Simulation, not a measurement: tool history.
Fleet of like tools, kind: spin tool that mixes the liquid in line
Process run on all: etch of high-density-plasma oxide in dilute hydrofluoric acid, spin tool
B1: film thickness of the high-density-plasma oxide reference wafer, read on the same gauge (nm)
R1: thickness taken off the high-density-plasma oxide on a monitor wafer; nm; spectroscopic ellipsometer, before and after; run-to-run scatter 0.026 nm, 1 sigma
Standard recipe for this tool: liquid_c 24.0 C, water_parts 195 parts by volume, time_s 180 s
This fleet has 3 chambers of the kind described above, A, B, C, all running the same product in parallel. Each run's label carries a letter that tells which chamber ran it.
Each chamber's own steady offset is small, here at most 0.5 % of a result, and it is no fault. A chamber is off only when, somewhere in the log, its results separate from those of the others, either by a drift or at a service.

Run 1A, day 0.475: usual settings; B1 90.024. Result: R1 4.2605 nm.
Run 2C, day 0.954: usual settings; B1 89.997. Result: R1 4.1503 nm.
Run 3B, day 1.212: usual settings; B1 89.983. Result: R1 4.1877 nm.
Run 4C, day 1.558: usual settings; B1 89.982. Result: R1 4.1867 nm.
Run 5A, day 1.817: usual settings; B1 89.965. Result: R1 4.2199 nm.
Run 6B, day 2.342: usual settings; B1 90.003. Result: R1 4.2420 nm.
Run 7B, day 2.808: usual settings; B1 89.987. Result: R1 4.2285 nm.
Run 8C, day 3.308: usual settings; B1 90.013. Result: R1 4.1986 nm.
Run 9A, day 3.792: usual settings; B1 89.998. Result: R1 4.2576 nm.
At day 4.008: chamber A: thermometer replaced.
Run 10B, day 4.362: usual settings but water_parts 245 parts by volume; B1 90.028. Result: R1 3.2116 nm.
Run 11A, day 4.721: usual settings but water_parts 245 parts by volume; B1 89.957. Result: R1 3.1981 nm.
Run 12C, day 5.267: usual settings but water_parts 245 parts by volume; B1 89.996. Result: R1 3.1483 nm.
Run 13C, day 5.692: usual settings; B1 90.058. Result: R1 4.1842 nm.
Run 14B, day 6.204: usual settings but water_parts 235 parts by volume, time_s 280 s; B1 89.975. Result: R1 5.2301 nm.
Run 15A, day 6.496: usual settings but water_parts 235 parts by volume, time_s 280 s; B1 89.998. Result: R1 5.3105 nm.
Run 16B, day 6.921: usual settings but water_parts 235 parts by volume, time_s 280 s; B1 90.004. Result: R1 5.2451 nm.
At day 7.125: chamber B: thermometer replaced.
Run 17C, day 7.246: usual settings; B1 90.018. Result: R1 4.1515 nm.
Run 18A, day 7.704: usual settings; B1 90.042. Result: R1 4.2992 nm.
Run 19C, day 8.071: usual settings; B1 89.994. Result: R1 4.2195 nm.
Run 20A, day 8.583: usual settings; B1 90.012. Result: R1 4.3142 nm.
Run 21B, day 8.979: usual settings; B1 90.019. Result: R1 4.2502 nm.
Run 22B, day 9.296: usual settings but liquid_c 20.5 C, water_parts 275 parts by volume; B1 89.996. Result: R1 2.4653 nm.
Run 23C, day 9.750: usual settings but liquid_c 20.5 C, water_parts 275 parts by volume; B1 89.974. Result: R1 2.4229 nm.
Run 24A, day 10.179: usual settings but liquid_c 20.5 C, water_parts 275 parts by volume; B1 89.995. Result: R1 2.5117 nm.
Run 25B, day 10.483: usual settings; B1 89.986. Result: R1 4.2179 nm.
Run 26C, day 10.742: usual settings; B1 89.985. Result: R1 4.2388 nm.
Run 27A, day 11.033: usual settings; B1 90.038. Result: R1 4.3842 nm.
Run 28C, day 11.467: usual settings; B1 90.008. Result: R1 4.2210 nm.
Run 29A, day 12.012: usual settings; B1 89.973. Result: R1 4.3613 nm.
Run 30B, day 12.279: usual settings but water_parts 145 parts by volume, time_s 240 s; B1 89.990. Result: R1 8.0373 nm.
Run 31C, day 12.817: usual settings but water_parts 145 parts by volume, time_s 240 s; B1 89.997. Result: R1 8.0593 nm.
Run 32A, day 13.288: usual settings but water_parts 145 parts by volume, time_s 240 s; B1 90.014. Result: R1 8.2570 nm.
Run 33B, day 13.742: usual settings; B1 89.970. Result: R1 4.2261 nm.
Run 34B, day 14.138: usual settings; B1 90.002. Result: R1 4.2049 nm.
Run 35C, day 14.583: usual settings; B1 89.999. Result: R1 4.1965 nm.
Run 36A, day 14.983: usual settings; B1 89.965. Result: R1 4.4088 nm.
Run 37C, day 15.500: usual settings; B1 89.992. Result: R1 4.2219 nm.
Run 38B, day 15.775: usual settings but time_s 85 s; B1 89.995. Result: R1 1.9729 nm.
Run 39A, day 16.212: usual settings but time_s 85 s; B1 89.949. Result: R1 2.1178 nm.
Run 40A, day 16.738: usual settings but time_s 85 s; B1 89.976. Result: R1 2.0792 nm.
At day 17.029: chamber C: hydrofluoric acid flow meter replaced.
Run 41B, day 17.171: usual settings; B1 90.001. Result: R1 4.2100 nm.
Run 42C, day 17.717: usual settings; B1 90.006. Result: R1 4.2287 nm.
Run 43A, day 18.108: usual settings; B1 89.975. Result: R1 4.4929 nm.

Does one chamber stand apart from the rest, does the shared gauge drift, or is all well apart from small per-chamber offsets? Give the chamber and the most likely cause, where there is one.

Little by little, chamber A moves away from the other chambers.
What lies behind it: hydrofluoric acid flow above the setpoint (%) = 4.81.

Which of the 4 candidates below, each the usual settings with something changed and its results left as question marks, puts chamber A back in line with what the other chambers give on the usual settings?
A result is in line if it is within this distance of the other chambers' mean on the usual settings: R1 0.0910 nm
Run 44A-1, day 18.521: usual settings but liquid_c 23.5 C. Result: R1 ?.
Run 44A-2, day 18.521: usual settings but water_parts 200 parts by volume, time_s 175 s. Result: R1 ?.
Run 44A-3, day 18.521: usual settings but liquid_c 24.5 C. Result: R1 ?.
Run 44A-4, day 18.521: usual settings but water_parts 185 parts by volume. Result: R1 ?.

Average result of the remaining chambers running the usual settings: R1 4.2197 nm
  run      R1
44A-1  4.3791
44A-2  4.2087
44A-3  4.5455
44A-4  4.7496
With 44A-2, the chamber falls back in line with the rest.
